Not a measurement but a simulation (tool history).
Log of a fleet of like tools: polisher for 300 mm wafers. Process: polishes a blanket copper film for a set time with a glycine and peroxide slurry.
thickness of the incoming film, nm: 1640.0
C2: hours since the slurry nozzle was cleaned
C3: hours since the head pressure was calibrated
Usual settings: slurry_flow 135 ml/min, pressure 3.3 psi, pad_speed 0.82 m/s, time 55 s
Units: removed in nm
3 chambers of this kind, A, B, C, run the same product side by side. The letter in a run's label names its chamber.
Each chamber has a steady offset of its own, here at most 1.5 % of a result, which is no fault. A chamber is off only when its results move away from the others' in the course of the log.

{"run": "1C", "hour": 4.4, "slurry_flow": 135, "pressure": 3.3, "pad_speed": 0.82, "time": 55, "wafers polished on this pad": 453, "C2": 698.5, "C3": 231.8, "removed": 241.29}
{"hour": 8.1, "done": "chamber A: worn pad replaced by a new one"}
{"run": "2A", "hour": 12.1, "slurry_flow": 135, "pressure": 3.3, "pad_speed": 0.82, "time": 55, "wafers polished on this pad": 35, "C2": 288.9, "C3": 978.6, "removed": 242.7}
{"run": "3B", "hour": 18.4, "slurry_flow": 135, "pressure": 3.3, "pad_speed": 0.82, "time": 55, "wafers polished on this pad": 339, "C2": 302.1, "C3": 450.5, "removed": 238.02}
{"hour": 21.1, "done": "chamber C: worn pad replaced by a new one"}
{"run": "4B", "hour": 23.3, "slurry_flow": 135, "pressure": 3.3, "pad_speed": 0.82, "time": 55, "wafers polished on this pad": 382, "C2": 307, "C3": 455.4, "removed": 238.99}
{"hour": 28.5, "done": "chamber C: slurry nozzle cleaned"}
{"hour": 31.7, "done": "chamber A: head pressure recalibrated"}
{"run": "5A", "hour": 31.9, "slurry_flow": 135, "pressure": 3.3, "pad_speed": 0.82, "time": 55, "wafers polished on this pad": 211, "C2": 308.7, "C3": 0.2, "removed": 242.42}
{"run": "6C", "hour": 38.9, "slurry_flow": 135, "pressure": 3.3, "pad_speed": 0.82, "time": 55, "wafers polished on this pad": 158, "C2": 10.4, "C3": 266.3, "removed": 244.29}
{"run": "7C", "hour": 43.4, "slurry_flow": 135, "pressure": 3.3, "pad_speed": 0.82, "time": 55, "wafers polished on this pad": 198, "C2": 14.9, "C3": 270.8, "removed": 239.82}
{"run": "8B", "hour": 51.2, "slurry_flow": 135, "pressure": 3.3, "pad_speed": 0.82, "time": 55, "wafers polished on this pad": 630, "C2": 334.9, "C3": 483.3, "removed": 241.03}
{"hour": 56.6, "done": "chamber B: head pressure recalibrated"}
{"run": "9A", "hour": 60.3, "slurry_flow": 135, "pressure": 3.3, "pad_speed": 0.82, "time": 55, "wafers polished on this pad": 463, "C2": 337.1, "C3": 28.6, "removed": 245.12}
{"run": "10A", "hour": 67.3, "slurry_flow": 135, "pressure": 3.3, "pad_speed": 0.82, "time": 55, "wafers polished on this pad": 525, "C2": 344.1, "C3": 35.6, "removed": 248.4}
{"hour": 70.9, "done": "chamber A: worn pad replaced by a new one"}
{"run": "11B", "hour": 73.8, "slurry_flow": 135, "pressure": 3.3, "pad_speed": 0.82, "time": 55, "wafers polished on this pad": 830, "C2": 357.5, "C3": 17.2, "removed": 239.41}
{"run": "12C", "hour": 80.3, "slurry_flow": 135, "pressure": 3.3, "pad_speed": 0.82, "time": 55, "wafers polished on this pad": 525, "C2": 51.8, "C3": 307.7, "removed": 242.81}
{"hour": 87.7, "done": "chamber B: worn pad replaced by a new one"}
{"run": "13C", "hour": 88.2, "slurry_flow": 135, "pressure": 3.3, "pad_speed": 0.82, "time": 55, "wafers polished on this pad": 595, "C2": 59.7, "C3": 315.6, "removed": 242.39}
{"run": "14A", "hour": 97.4, "slurry_flow": 135, "pressure": 3.3, "pad_speed": 0.82, "time": 55, "wafers polished on this pad": 235, "C2": 374.2, "C3": 65.7, "removed": 243.09}
{"hour": 102.6, "done": "chamber B: slurry nozzle cleaned"}
{"hour": 105.8, "done": "chamber C: worn pad replaced by a new one"}
{"run": "15B", "hour": 107.2, "slurry_flow": 135, "pressure": 3.3, "pad_speed": 0.82, "time": 55, "wafers polished on this pad": 173, "C2": 4.7, "C3": 50.6, "removed": 233.75}
{"run": "16B", "hour": 115.3, "slurry_flow": 135, "pressure": 3.3, "pad_speed": 0.82, "time": 55, "wafers polished on this pad": 245, "C2": 12.8, "C3": 58.7, "removed": 240.93}
{"run": "17C", "hour": 121.6, "slurry_flow": 135, "pressure": 3.3, "pad_speed": 0.6, "time": 72, "wafers polished on this pad": 140, "C2": 93.1, "C3": 349, "removed": 242.36}
{"run": "18A", "hour": 126.8, "slurry_flow": 135, "pressure": 3.3, "pad_speed": 0.6, "time": 72, "wafers polished on this pad": 495, "C2": 403.6, "C3": 95.1, "removed": 247.05}
{"hour": 131.7, "done": "chamber A: worn pad replaced by a new one"}
{"run": "19B", "hour": 135.3, "slurry_flow": 135, "pressure": 3.3, "pad_speed": 0.6, "time": 72, "wafers polished on this pad": 423, "C2": 32.8, "C3": 78.7, "removed": 243.32}
{"run": "20C", "hour": 142.7, "slurry_flow": 135, "pressure": 3.3, "pad_speed": 0.82, "time": 55, "wafers polished on this pad": 327, "C2": 114.2, "C3": 370.1, "removed": 236.2}
{"run": "21A", "hour": 150.4, "slurry_flow": 135, "pressure": 3.3, "pad_speed": 0.82, "time": 55, "wafers polished on this pad": 166, "C2": 427.2, "C3": 118.7, "removed": 243.27}
{"run": "22C", "hour": 159.9, "slurry_flow": 135, "pressure": 3.3, "pad_speed": 0.82, "time": 55, "wafers polished on this pad": 480, "C2": 131.4, "C3": 387.3, "removed": 234.45}
{"run": "23A", "hour": 164.6, "slurry_flow": 135, "pressure": 3.3, "pad_speed": 0.82, "time": 55, "wafers polished on this pad": 292, "C2": 441.4, "C3": 132.9, "removed": 241.63}
{"run": "24B", "hour": 171.7, "slurry_flow": 135, "pressure": 3.3, "pad_speed": 0.82, "time": 55, "wafers polished on this pad": 745, "C2": 69.2, "C3": 115.1, "removed": 241.2}
{"run": "25C", "hour": 179.0, "slurry_flow": 135, "pressure": 3.3, "pad_speed": 0.82, "time": 55, "wafers polished on this pad": 649, "C2": 150.5, "C3": 406.4, "removed": 227.68}
{"hour": 187.2, "done": "chamber A: worn pad replaced by a new one"}
{"hour": 187.6, "done": "chamber B: worn pad replaced by a new one"}
{"hour": 188.4, "done": "chamber C: worn pad replaced by a new one"}
{"run": "26A", "hour": 188.6, "slurry_flow": 135, "pressure": 3.3, "pad_speed": 0.82, "time": 55, "wafers polished on this pad": 12, "C2": 465.4, "C3": 156.9, "removed": 244.84}
{"run": "27B", "hour": 192.8, "slurry_flow": 135, "pressure": 3.3, "pad_speed": 0.82, "time": 55, "wafers polished on this pad": 46, "C2": 90.3, "C3": 136.2, "removed": 238.95}
{"run": "28A", "hour": 199.9, "slurry_flow": 135, "pressure": 3.3, "pad_speed": 0.82, "time": 55, "wafers polished on this pad": 112, "C2": 476.7, "C3": 168.2, "removed": 245.24}
{"run": "29B", "hour": 207.9, "slurry_flow": 135, "pressure": 3.3, "pad_speed": 0.82, "time": 55, "wafers polished on this pad": 180, "C2": 105.4, "C3": 151.3, "removed": 236.68}
{"run": "30C", "hour": 215.3, "slurry_flow": 135, "pressure": 3.3, "pad_speed": 0.82, "time": 55, "wafers polished on this pad": 238, "C2": 186.8, "C3": 442.7, "removed": 229.64}
{"run": "31B", "hour": 225.1, "slurry_flow": 135, "pressure": 3.3, "pad_speed": 0.82, "time": 55, "wafers polished on this pad": 332, "C2": 122.6, "C3": 168.5, "removed": 241.22}
{"run": "32A", "hour": 231.5, "slurry_flow": 135, "pressure": 3.3, "pad_speed": 0.82, "time": 55, "wafers polished on this pad": 393, "C2": 508.3, "C3": 199.8, "removed": 243.75}
{"hour": 235.1, "done": "chamber A: slurry nozzle cleaned"}
{"run": "33C", "hour": 239.5, "slurry_flow": 135, "pressure": 3.3, "pad_speed": 0.82, "time": 55, "wafers polished on this pad": 453, "C2": 211, "C3": 466.9, "removed": 224.31}
{"hour": 246.6, "done": "chamber A: worn pad replaced by a new one"}
{"run": "34B", "hour": 248.0, "slurry_flow": 135, "pressure": 3.3, "pad_speed": 0.82, "time": 55, "wafers polished on this pad": 535, "C2": 145.5, "C3": 191.4, "removed": 235.35}
{"run": "35C", "hour": 253.8, "slurry_flow": 135, "pressure": 2.7, "pad_speed": 0.82, "time": 55, "wafers polished on this pad": 580, "C2": 225.3, "C3": 481.2, "removed": 190.22}
{"hour": 257.5, "done": "chamber C: worn pad replaced by a new one"}
{"run": "36A", "hour": 261.2, "slurry_flow": 135, "pressure": 2.7, "pad_speed": 0.82, "time": 55, "wafers polished on this pad": 129, "C2": 26.1, "C3": 229.5, "removed": 208.45}
{"run": "37A", "hour": 270.6, "slurry_flow": 135, "pressure": 2.7, "pad_speed": 0.82, "time": 55, "wafers polished on this pad": 213, "C2": 35.5, "C3": 238.9, "removed": 209.5}
{"run": "38B", "hour": 277.6, "slurry_flow": 135, "pressure": 4.3, "pad_speed": 0.82, "time": 46, "wafers polished on this pad": 798, "C2": 175.1, "C3": 221, "removed": 251.66}
{"hour": 284.0, "done": "chamber B: worn pad replaced by a new one"}
{"run": "39C", "hour": 286.4, "slurry_flow": 135, "pressure": 4.3, "pad_speed": 0.82, "time": 46, "wafers polished on this pad": 256, "C2": 257.9, "C3": 513.8, "removed": 230.9}
{"run": "40C", "hour": 294.1, "slurry_flow": 135, "pressure": 4.3, "pad_speed": 0.82, "time": 46, "wafers polished on this pad": 324, "C2": 265.6, "C3": 521.5, "removed": 231.27}
{"run": "41B", "hour": 301.2, "slurry_flow": 135, "pressure": 3.3, "pad_speed": 0.82, "time": 55, "wafers polished on this pad": 152, "C2": 198.7, "C3": 244.6, "removed": 239.39}

Is one chamber off against the others, does the gauge drift, or is nothing wrong? If a chamber is off, say which, and what the likeliest cause is.

Chamber C drifts away from the others.
Cause: head's pressure below its setpoint, % = 12.1.
The log may not tell that from: slurry flow missing at the pad, %.

Here are 4 candidates for chamber C's next run, each the usual settings with a change, their results left as question marks. Which one brings its results back in line with what the others give on the usual settings?
In line means no further than this from the other chambers' mean on the usual settings: removed 6.4 nm
{"run": "42C-1", "hour": 308.2, "slurry_flow": 135, "pressure": 3.3, "pad_speed": 0.82, "time": 61, "removed": "?"}
{"run": "42C-2", "hour": 308.2, "slurry_flow": 115, "pressure": 3.3, "pad_speed": 0.82, "time": 55, "removed": "?"}
{"run": "42C-3", "hour": 308.2, "slurry_flow": 135, "pressure": 3.1, "pad_speed": 0.78, "time": 55, "removed": "?"}
{"run": "42C-4", "hour": 308.2, "slurry_flow": 135, "pressure": 3.3, "pad_speed": 0.84, "time": 55, "removed": "?"}

The other chambers' mean on the usual settings: removed 241.53 nm
run=42C-1 removed=242.2
run=42C-2 removed=211.29
run=42C-3 removed=199.57
run=42C-4 removed=222.67
42C-1 brings the chamber back in line.
